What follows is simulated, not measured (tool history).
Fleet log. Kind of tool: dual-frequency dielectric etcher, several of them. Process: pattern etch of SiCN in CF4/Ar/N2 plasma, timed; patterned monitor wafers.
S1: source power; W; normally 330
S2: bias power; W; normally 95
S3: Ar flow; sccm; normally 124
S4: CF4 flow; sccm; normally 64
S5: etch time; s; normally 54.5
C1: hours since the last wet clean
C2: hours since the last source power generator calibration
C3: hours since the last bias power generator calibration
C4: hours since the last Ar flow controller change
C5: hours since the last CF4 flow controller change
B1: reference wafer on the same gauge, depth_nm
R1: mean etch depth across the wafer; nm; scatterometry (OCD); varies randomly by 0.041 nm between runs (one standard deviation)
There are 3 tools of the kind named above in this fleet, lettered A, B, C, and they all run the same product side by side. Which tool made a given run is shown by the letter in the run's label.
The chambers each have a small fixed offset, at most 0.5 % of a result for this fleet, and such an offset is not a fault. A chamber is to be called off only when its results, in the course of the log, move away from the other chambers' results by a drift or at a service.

run   hour   S1   S2   S3  S4    S5     C1      C2      C3      C4      C5      B1      R1
 1A    9.7  330   95  124  64  54.5  160.4   184.5  1064.5   752.9   715.9  45.299  37.973
 2B   16.1  330   95  124  64  54.5    399  1003.7   904.1  1561.4    36.1  45.281  38.028
 3C   24.2  330   95  124  64  54.5  324.1   840.8   786.3  2938.3  1527.8   45.27  37.896
 4B   31.2  330   95  124  64  54.5  414.1  1018.8   919.2  1576.5    51.2  45.277  37.933
 5C   36.3  330   95  124  64  54.5  336.2   852.9   798.4  2950.4  1539.9  45.282  37.925
 6A   44.7  330   95  124  64  54.5  195.4   219.5  1099.5   787.9   750.9  45.262      38
 7C   50.8  330   95  124  64  54.5  350.7   867.4   812.9  2964.9  1554.4  45.268  37.937
      55.9  -- chamber B: wet clean of the chamber
 8A   59.8  330   95  124  64  54.5  210.5   234.6  1114.6     803     766   45.26  37.934
 9B   65.9  330   95  124  64  54.5   10.1  1053.5   953.9  1611.2    85.9  45.256  37.931
10C   75.5  330   95  124  64  54.5  375.4   892.1   837.6  2989.6  1579.1  45.255  37.841
11B   84.2  330  114  124  64  54.5   28.4  1071.8   972.2  1629.5   104.2  45.245  40.778
12A   89.3  330  114  124  64  54.5    240   264.1  1144.1   832.5   795.5  45.242   40.69
13B   95.4  330  114  124  64  54.5   39.6    1083   983.4  1640.7   115.4  45.231  40.745
14C  104.5  400   88  124  64  54.5  404.4   921.1   866.6  3018.6  1608.1  45.222  43.394
15A    112  400   88  124  64  54.5  262.7   286.8  1166.8   855.2   818.2   45.22  43.554
16C  120.9  400   88  124  64  54.5  420.8   937.5     883    3035  1624.5  45.217  43.379
17B  127.9  330   95  124  64  54.5   72.1  1115.5  1015.9  1673.2   147.9  45.211  37.902
18A  134.2  330   95  124  64  54.5  284.9     309    1189   877.4   840.4  45.212  37.901
19A    143  330   95  124  64  54.5  293.7   317.8  1197.8   886.2   849.2  45.206  37.859
20B  147.9  330   95  124  64  54.5   92.1  1135.5  1035.9  1693.2   167.9  45.188  37.925
       151  -- chamber C: CF4 flow controller replaced
21C  153.5  330   95  124  64  54.5  453.4   970.1   915.6  3067.6     2.5  45.196  37.898
22A  158.5  330   95  124  64  54.5  309.2   333.3  1213.3   901.7   864.7  45.182   37.84
23B  164.3  330   95  124  64  54.5  108.5  1151.9  1052.3  1709.6   184.3  45.179  37.917
24C  173.4  330   95  102  64  54.5  473.3     990   935.5  3087.5    22.4  45.186  38.774
25A  179.1  330   95  102  64  54.5  329.8   353.9  1233.9   922.3   885.3  45.167  38.879
26C  185.4  330   95  102  64  54.5  485.3    1002   947.5  3099.5    34.4  45.175  38.747
27B  194.7  330   95  124  64  54.5  138.9  1182.3  1082.7    1740   214.7  45.155  37.941
28B  200.7  330   95  124  64  54.5  144.9  1188.3  1088.7    1746   220.7  45.172  37.888
29A  208.2  330   95  124  64  54.5  358.9     383    1263   951.4   914.4  45.148  37.765
30C  216.8  330   95  124  64  54.5  516.7  1033.4   978.9  3130.9    65.8  45.144  37.761
31B  224.3  330   95  124  64  54.5  168.5  1211.9  1112.3  1769.6   244.3  45.135  37.903
32C  233.2  330   95  124  64  54.5  533.1  1049.8   995.3  3147.3    82.2  45.122  37.767
33A    243  330   95  152  64  54.5  393.7   417.8  1297.8   986.2   949.2  45.133  36.836
34B  252.3  330   95  152  64  54.5  196.5  1239.9  1140.3  1797.6   272.3   45.12  36.795
35C  259.7  330   95  152  64  54.5  559.6  1076.3  1021.8  3173.8   108.7  45.117  36.763
36A  264.3  330   95  124  64  54.5    415   439.1  1319.1  1007.5   970.5  45.112  37.857
37B    272  330   95  124  64  54.5  216.2  1259.6    1160  1817.3     292  45.094  37.853
38A  280.6  330   95  124  64  54.5  431.3   455.4  1335.4  1023.8   986.8  45.106  37.823

For the next run the whole fleet of 3 chambers uses the same settings. Give each chamber's results:
39A  287.6  330  95  124  80  54.5                           ?
39B  287.6  330  95  124  80  54.5                           ?
39C  287.6  330  95  124  80  54.5                           ?

run      R1
39A  39.052
39B  38.993
39C  38.968
